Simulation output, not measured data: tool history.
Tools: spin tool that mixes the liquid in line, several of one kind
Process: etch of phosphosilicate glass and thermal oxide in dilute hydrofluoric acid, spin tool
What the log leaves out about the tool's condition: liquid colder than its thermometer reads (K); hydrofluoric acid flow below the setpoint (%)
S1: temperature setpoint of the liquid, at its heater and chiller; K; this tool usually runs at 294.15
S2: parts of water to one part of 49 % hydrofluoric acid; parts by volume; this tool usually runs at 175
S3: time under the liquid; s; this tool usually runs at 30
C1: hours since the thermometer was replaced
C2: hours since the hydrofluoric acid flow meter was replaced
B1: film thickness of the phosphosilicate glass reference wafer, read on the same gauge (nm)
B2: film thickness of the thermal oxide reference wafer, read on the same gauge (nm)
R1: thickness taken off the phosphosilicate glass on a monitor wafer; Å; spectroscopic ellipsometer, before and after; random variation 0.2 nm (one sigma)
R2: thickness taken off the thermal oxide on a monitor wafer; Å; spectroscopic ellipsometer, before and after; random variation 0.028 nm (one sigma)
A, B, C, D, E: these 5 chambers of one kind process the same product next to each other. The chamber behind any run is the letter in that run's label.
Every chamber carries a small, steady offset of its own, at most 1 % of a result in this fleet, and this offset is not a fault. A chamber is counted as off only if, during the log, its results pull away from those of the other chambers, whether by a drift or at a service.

At hour 6.3: chamber A: thermometer replaced.
Run 1E, hour 6.8: usual settings; C1 648.8; C2 2307.1; B1 59.977; B2 140.01. Result: R1 284.25 Å, R2 6.716 Å.
Run 2D, hour 13.4: usual settings; C1 236.9; C2 733.4; B1 59.965; B2 139.98. Result: R1 280.52 Å, R2 6.6256 Å.
At hour 16.5: chamber B: hydrofluoric acid flow meter replaced.
Run 3B, hour 21.2: usual settings; C1 1402.6; C2 4.7; B1 60.041; B2 140.02. Result: R1 280.79 Å, R2 6.9427 Å.
Run 4A, hour 28.4: usual settings; C1 22.2; C2 1173.2; B1 59.992; B2 140.03. Result: R1 284.05 Å, R2 6.7857 Å.
Run 5C, hour 34.8: usual settings; C1 178.9; C2 1852.7; B1 59.994; B2 140.02. Result: R1 280.29 Å, R2 6.339 Å.
Run 6E, hour 42.9: usual settings; C1 684.9; C2 2343.2; B1 60.049; B2 140. Result: R1 279.06 Å, R2 6.6819 Å.
Run 7D, hour 46.7: usual settings but S2 150 parts by volume; C1 270.2; C2 766.7; B1 59.991; B2 139.98. Result: R1 339.81 Å, R2 8.1538 Å.
Run 8A, hour 54.5: usual settings but S2 150 parts by volume; C1 48.3; C2 1199.3; B1 60.017; B2 140.01. Result: R1 337.48 Å, R2 8.3628 Å.
Run 9C, hour 58.4: usual settings but S2 150 parts by volume; C1 202.5; C2 1876.3; B1 59.999; B2 140.01. Result: R1 339.47 Å, R2 8.3212 Å.
Run 10B, hour 63.9: usual settings but S2 150 parts by volume; C1 1445.3; C2 47.4; B1 59.981; B2 139.99. Result: R1 339.64 Å, R2 8.0856 Å.
Run 11D, hour 67.7: usual settings but S2 150 parts by volume; C1 291.2; C2 787.7; B1 60.035; B2 140.03. Result: R1 334.32 Å, R2 8.0895 Å.
Run 12A, hour 74.6: usual settings; C1 68.4; C2 1219.4; B1 60.029; B2 139.97. Result: R1 284.67 Å, R2 6.7802 Å.
Run 13E, hour 80.1: usual settings; C1 722.1; C2 2380.4; B1 60.029; B2 140.04. Result: R1 277.67 Å, R2 6.5951 Å.
Run 14B, hour 85.2: usual settings but S1 291.15 K; C1 1466.6; C2 68.7; B1 59.998; B2 140. Result: R1 253.92 Å, R2 6.0643 Å.
Run 15C, hour 91.6: usual settings but S1 291.15 K; C1 235.7; C2 1909.5; B1 60.006; B2 140.04. Result: R1 252.06 Å, R2 5.7277 Å.
Run 16D, hour 97.9: usual settings but S1 291.15 K; C1 321.4; C2 817.9; B1 60.011; B2 139.99. Result: R1 250.06 Å, R2 5.7739 Å.
Run 17C, hour 102.4: usual settings but S1 291.15 K; C1 246.5; C2 1920.3; B1 60.017; B2 140.01. Result: R1 251.58 Å, R2 6.0299 Å.
Run 18A, hour 109.4: usual settings but S1 291.15 K; C1 103.2; C2 1254.2; B1 60.006; B2 139.98. Result: R1 252.09 Å, R2 5.8806 Å.
Run 19E, hour 114.5: usual settings but S2 225 parts by volume; C1 756.5; C2 2414.8; B1 59.998; B2 140. Result: R1 207.73 Å, R2 4.8248 Å.
Run 20B, hour 122.3: usual settings but S2 225 parts by volume; C1 1503.7; C2 105.8; B1 59.954; B2 139.98. Result: R1 209.62 Å, R2 4.8238 Å.
At hour 125.6: chamber C: hydrofluoric acid flow meter replaced.
Run 21A, hour 127.1: usual settings but S2 225 parts by volume; C1 120.9; C2 1271.9; B1 60.014; B2 140.01. Result: R1 206.12 Å, R2 5.1588 Å.
Run 22B, hour 132.1: usual settings but S2 225 parts by volume; C1 1513.5; C2 115.6; B1 60.015; B2 139.99. Result: R1 206.93 Å, R2 4.8144 Å.
Run 23E, hour 136.4: usual settings but S2 225 parts by volume; C1 778.4; C2 2436.7; B1 60.007; B2 140. Result: R1 203.37 Å, R2 5.3038 Å.
Run 24D, hour 140.3: usual settings; C1 363.8; C2 860.3; B1 60.023; B2 139.97. Result: R1 277.39 Å, R2 6.3458 Å.
Run 25C, hour 145.5: usual settings; C1 289.6; C2 20; B1 59.979; B2 140. Result: R1 278.81 Å, R2 7.4984 Å.
Run 26A, hour 150: usual settings; C1 143.8; C2 1294.8; B1 59.999; B2 140.03. Result: R1 283.96 Å, R2 6.7476 Å.
At hour 155.1: chamber E: hydrofluoric acid flow meter replaced.
Run 27D, hour 157.1: usual settings; C1 380.6; C2 877.1; B1 59.996; B2 139.98. Result: R1 282.83 Å, R2 6.6056 Å.
Run 28C, hour 163.2: usual settings; C1 307.3; C2 37.7; B1 60.039; B2 139.97. Result: R1 284.83 Å, R2 6.3564 Å.
Run 29B, hour 169.7: usual settings but S2 220 parts by volume; C1 1551.1; C2 153.2; B1 59.967; B2 139.99. Result: R1 214.04 Å, R2 4.9181 Å.
Run 30E, hour 174.3: usual settings but S2 220 parts by volume; C1 816.3; C2 19.2; B1 60.042; B2 139.98. Result: R1 211.19 Å, R2 5.3255 Å.
Run 31C, hour 182: usual settings but S2 220 parts by volume; C1 326.1; C2 56.5; B1 59.99; B2 139.99. Result: R1 214.13 Å, R2 5.0725 Å.
Run 32D, hour 186.4: usual settings but S2 220 parts by volume; C1 409.9; C2 906.4; B1 59.981; B2 140. Result: R1 214.15 Å, R2 5.0134 Å.
Run 33B, hour 190.7: usual settings but S2 220 parts by volume; C1 1572.1; C2 174.2; B1 59.974; B2 140.01. Result: R1 213.66 Å, R2 4.9853 Å.
Run 34A, hour 198.6: usual settings; C1 192.4; C2 1343.4; B1 60.001; B2 139.97. Result: R1 283.51 Å, R2 7.0071 Å.
Run 35E, hour 203.6: usual settings; C1 845.6; C2 48.5; B1 60.011; B2 139.98. Result: R1 279.82 Å, R2 6.4933 Å.
Run 36E, hour 208.5: usual settings; C1 850.5; C2 53.4; B1 60.051; B2 139.99. Result: R1 282.88 Å, R2 7.0775 Å.
Run 37A, hour 212.4: usual settings; C1 206.2; C2 1357.2; B1 60.025; B2 140.02. Result: R1 283.25 Å, R2 7.0186 Å.
Run 38C, hour 216.3: usual settings; C1 360.4; C2 90.8; B1 59.984; B2 139.98. Result: R1 277.99 Å, R2 7.0285 Å.
Run 39B, hour 223.2: usual settings but S1 296.65 K, S3 40 s; C1 1604.6; C2 206.7; B1 59.984; B2 140. Result: R1 414.49 Å, R2 8.6661 Å.
Run 40D, hour 228.9: usual settings but S1 296.65 K, S3 40 s; C1 452.4; C2 948.9; B1 60.002; B2 140.01. Result: R1 411.77 Å, R2 9.9876 Å.
Run 41B, hour 235.1: usual settings but S1 296.65 K, S3 40 s; C1 1616.5; C2 218.6; B1 60.002; B2 139.99. Result: R1 414.44 Å, R2 10.002 Å.
Run 42E, hour 241.4: usual settings but S1 296.65 K, S3 40 s; C1 883.4; C2 86.3; B1 60.004; B2 140.03. Result: R1 410.55 Å, R2 9.9226 Å.

All chambers now run identical settings, listed one chamber a line with results as question marks. What results will each chamber show?
Run 43A, hour 247.3: usual settings. Result: R1 ?, R2 ?.
Run 43B, hour 247.3: usual settings. Result: R1 ?, R2 ?.
Run 43C, hour 247.3: usual settings. Result: R1 ?, R2 ?.
Run 43D, hour 247.3: usual settings. Result: R1 ?, R2 ?.
Run 43E, hour 247.3: usual settings. Result: R1 ?, R2 ?.

run      R1      R2
43A  284.57  6.8806
43B  284.03  6.9413
43C  280.15  6.5835
43D  275.03  6.6735
43E  285.14  6.8378
